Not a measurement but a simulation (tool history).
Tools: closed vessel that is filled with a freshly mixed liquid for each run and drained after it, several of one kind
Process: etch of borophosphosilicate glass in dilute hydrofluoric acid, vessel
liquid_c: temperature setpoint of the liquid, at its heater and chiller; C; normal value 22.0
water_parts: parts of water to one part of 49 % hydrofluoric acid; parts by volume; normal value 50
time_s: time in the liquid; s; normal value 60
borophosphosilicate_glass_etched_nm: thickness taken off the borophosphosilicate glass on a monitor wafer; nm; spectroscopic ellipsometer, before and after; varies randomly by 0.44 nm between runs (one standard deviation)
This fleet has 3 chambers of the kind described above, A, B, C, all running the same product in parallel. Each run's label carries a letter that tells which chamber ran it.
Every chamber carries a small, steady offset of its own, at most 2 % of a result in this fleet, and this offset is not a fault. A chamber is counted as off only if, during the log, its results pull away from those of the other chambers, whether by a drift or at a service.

| run | hour | liquid_c | water_parts | time_s | read-back film thickness of the borophosphosilicate glass reference wafer, read on the same gauge (nm) | borophosphosilicate_glass_etched_nm |
|---|---|---|---|---|---|---|
| 1B | 3.1 | 22.0 | 50 | 60 | 130.00 | 45.312 |
| 2A | 5.5 | 22.0 | 50 | 60 | 130.01 | 46.298 |
| 3C | 8.4 | 22.0 | 50 | 60 | 129.98 | 45.835 |
| 4B | 12.7 | 22.0 | 50 | 60 | 130.00 | 44.397 |
| 5C | 17.7 | 22.0 | 50 | 60 | 129.98 | 45.488 |
| 6A | 20.2 | 23.5 | 30 | 60 | 129.99 | 83.115 |
| 7B | 23.9 | 23.5 | 30 | 60 | 129.98 | 83.557 |
| 8C | 28.5 | 23.5 | 30 | 60 | 129.99 | 83.819 |
| 9A | 33.2 | 19.0 | 50 | 60 | 130.01 | 40.077 |
| 10C | 36.5 | 19.0 | 50 | 60 | 129.98 | 40.419 |
| 11A | 41.0 | 19.0 | 50 | 60 | 130.00 | 40.154 |
| 12B | 45.2 | 22.0 | 50 | 60 | 130.01 | 45.418 |
| 13B | 50.0 | 22.0 | 50 | 60 | 129.99 | 45.755 |
| 14A | 54.8 | 22.0 | 50 | 60 | 130.01 | 45.370 |
|  | 59.3 | chamber A: thermometer replaced |
| 15C | 59.5 | 22.0 | 50 | 60 | 130.03 | 46.889 |
| 16A | 63.4 | 22.0 | 50 | 60 | 130.00 | 46.807 |
| 17C | 67.2 | 22.0 | 50 | 60 | 130.00 | 48.088 |
| 18B | 69.5 | 22.0 | 50 | 60 | 129.99 | 45.752 |
| 19B | 74.6 | 18.5 | 50 | 80 | 130.00 | 53.064 |
| 20A | 78.8 | 18.5 | 50 | 80 | 129.98 | 53.448 |
| 21C | 81.5 | 18.5 | 50 | 80 | 129.98 | 56.586 |
| 22A | 85.5 | 22.0 | 50 | 60 | 129.98 | 46.299 |
| 23B | 88.8 | 22.0 | 50 | 60 | 130.01 | 45.240 |
| 24C | 93.9 | 20.5 | 50 | 60 | 129.98 | 46.754 |
| 25C | 98.8 | 20.5 | 50 | 60 | 130.02 | 47.268 |
| 26B | 101.8 | 20.5 | 50 | 60 | 130.03 | 41.898 |
| 27A | 105.8 | 22.0 | 50 | 60 | 130.01 | 46.923 |
| 28C | 110.1 | 22.0 | 50 | 60 | 130.00 | 51.285 |

Predict what each chamber gives when all 3 of them run the settings below next.
| 29A | 113.9 | 22.0 | 30 | 60 |  | ? |
| 29B | 113.9 | 22.0 | 30 | 60 |  | ? |
| 29C | 113.9 | 22.0 | 30 | 60 |  | ? |

| run | borophosphosilicate_glass_etched_nm |
|---|---|
| 29A | 79.394 |
| 29B | 78.181 |
| 29C | 87.586 |
